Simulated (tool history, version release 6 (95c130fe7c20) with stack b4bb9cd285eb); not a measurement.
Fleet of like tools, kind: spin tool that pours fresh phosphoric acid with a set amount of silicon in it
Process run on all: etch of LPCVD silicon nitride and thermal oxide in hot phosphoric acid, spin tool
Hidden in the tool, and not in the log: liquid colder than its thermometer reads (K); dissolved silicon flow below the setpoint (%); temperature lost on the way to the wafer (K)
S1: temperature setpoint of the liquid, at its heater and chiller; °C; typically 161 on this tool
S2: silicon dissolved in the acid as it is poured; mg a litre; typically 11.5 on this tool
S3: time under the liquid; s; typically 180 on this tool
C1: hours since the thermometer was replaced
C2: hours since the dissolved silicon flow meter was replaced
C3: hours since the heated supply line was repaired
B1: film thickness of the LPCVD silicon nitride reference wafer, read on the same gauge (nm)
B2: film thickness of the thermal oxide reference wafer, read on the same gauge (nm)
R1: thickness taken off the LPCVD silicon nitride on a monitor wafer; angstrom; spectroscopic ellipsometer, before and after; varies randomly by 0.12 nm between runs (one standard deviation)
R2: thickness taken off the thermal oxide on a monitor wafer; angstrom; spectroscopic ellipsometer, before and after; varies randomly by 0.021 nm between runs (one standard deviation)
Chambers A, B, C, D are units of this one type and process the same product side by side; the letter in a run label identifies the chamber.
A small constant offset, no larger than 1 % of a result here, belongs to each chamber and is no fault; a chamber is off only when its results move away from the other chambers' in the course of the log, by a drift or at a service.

run	day	S1	S2	S3	C1	C2	C3	B1	B2	R1	R2
1B	0.404	161	11.5	180	1152.9	1222.8	2107.8	70.005	89.979	175.95	4.0922
2A	0.825	161	11.5	180	332	801.1	2047.1	70.011	90.004	173.85	4.5662
3D	1.154	161	11.5	180	878.3	1221.4	974.8	70.009	90.007	174.52	4.018
4C	1.533	161	11.5	180	607.9	67.2	1018.5	69.984	90.004	174.29	4.7326
5B	1.846	161	11.5	180	1187.5	1257.4	2142.4	70.002	89.992	175.11	3.7731
6D	2.2	161	11.5	265	903.4	1246.5	999.9	70.012	90.005	255.18	6.1137
7A	2.446	161	11.5	265	370.9	840	2086	69.997	90.005	257.88	5.8171
8C	2.779	161	11.5	265	637.8	97.1	1048.4	70.017	90.008	255.94	6.1571
9D	3.05	161	11.5	265	923.8	1266.9	1020.3	70.008	90.013	258.72	5.9728
10A	3.488	161	11.5	180	395.9	865	2111	70.004	89.999	173.96	4.1155
11B	3.858	161	11.5	180	1235.8	1305.7	2190.7	70.014	90.006	175.38	3.8671
12C	4.188	161	11.5	180	671.6	130.9	1082.2	70.002	89.989	172.98	3.9246
13D	4.558	161	11.5	180	960	1303.1	1056.5	70.022	90.014	172.4	4.2177
14B	4.8	161	11.5	180	1258.4	1328.3	2213.3	69.986	89.99	175.11	3.9118
15C	5.188	161	11.5	180	695.6	154.9	1106.2	69.991	90.001	172.29	4.0727
16A	5.429	161	11.5	180	442.5	911.6	2157.6	70.014	89.989	175.04	4.4198
17A	5.7	161	11.5	180	449	918.1	2164.1	69.993	89.997	174.58	3.748
18D	6.021	161	11.5	180	995.1	1338.2	1091.6	69.998	90.018	175.32	4.2689
19B	6.304	161	8.5	180	1294.5	1364.4	2249.4	69.99	90.007	176.05	4.6806
20C	6.642	161	8.5	180	730.5	189.8	1141.1	69.987	90.005	166.64	4.3247
21C	6.938	161	8.5	180	737.6	196.9	1148.2	69.978	90.002	170.13	4.0632
22A	7.288	161	8.5	180	487.1	956.2	2202.2	69.98	90.009	174.6	4.5146
23B	7.742	161	11.5	180	1329	1398.9	2283.9	69.988	89.989	174	4.2018
24D	8.142	159.5	11.5	120	1046	1389.1	1142.5	70.018	89.992	112.17	2.4926
25C	8.6	159.5	11.5	120	777.5	236.8	1188.1	69.998	90.004	106.03	2.1684
26D	8.838	159.5	11.5	120	1062.7	1405.8	1159.2	70.013	89.993	110.61	2.5949
27A	9.1	159.5	11.5	120	530.6	999.7	2245.7	69.997	90.012	111.5	2.5123
28B	9.525	161	11.5	180	1371.8	1441.7	2326.7	69.993	89.996	172.74	4.2172
29D	9.779	161	11.5	180	1085.3	1428.4	1181.8	70.013	90.004	176.37	3.909
30A	10.162	161	11.5	180	556.1	1025.2	2271.2	70.019	89.98	174.87	3.8188
31B	10.388	161	11.5	180	1392.5	1462.4	2347.4	69.98	90.002	174.2	3.9472
32C	10.825	161	11.5	180	830.9	290.2	1241.5	69.989	89.992	163.1	3.599

Does one chamber stand apart from the rest, does the shared gauge drift, or is all well apart from small per-chamber offsets? Give the chamber and the most likely cause, where there is one.

It is chamber C that slowly wanders off from its peers.
Cause: liquid colder than its thermometer reads (K) = 1.99.
It could be hard to tell apart here from: temperature lost on the way to the wafer (K).

Here are 4 candidates for chamber C's next run, each the usual settings with a change, their results left as question marks. Which one brings its results back in line with what the others give on the usual settings?
In line means no further than this from the other chambers' mean on the usual settings: R1 4.3 angstrom; R2 0.73 angstrom
33C-1	11.158	162	7	200						?	?
33C-2	11.158	160.5	13.5	170						?	?
33C-3	11.158	160	16	160						?	?
33C-4	11.158	161.5	9.5	190						?	?

On the usual settings, the other chambers give on average: R1 174.8 angstrom; R2 4.085 angstrom
run	R1	R2
33C-1	187.48	4.6201
33C-2	151.61	3.0415
33C-3	140.34	2.5934
33C-4	175.2	4.012
The right change is 33C-4: it brings the chamber back within the allowed miss of the others.
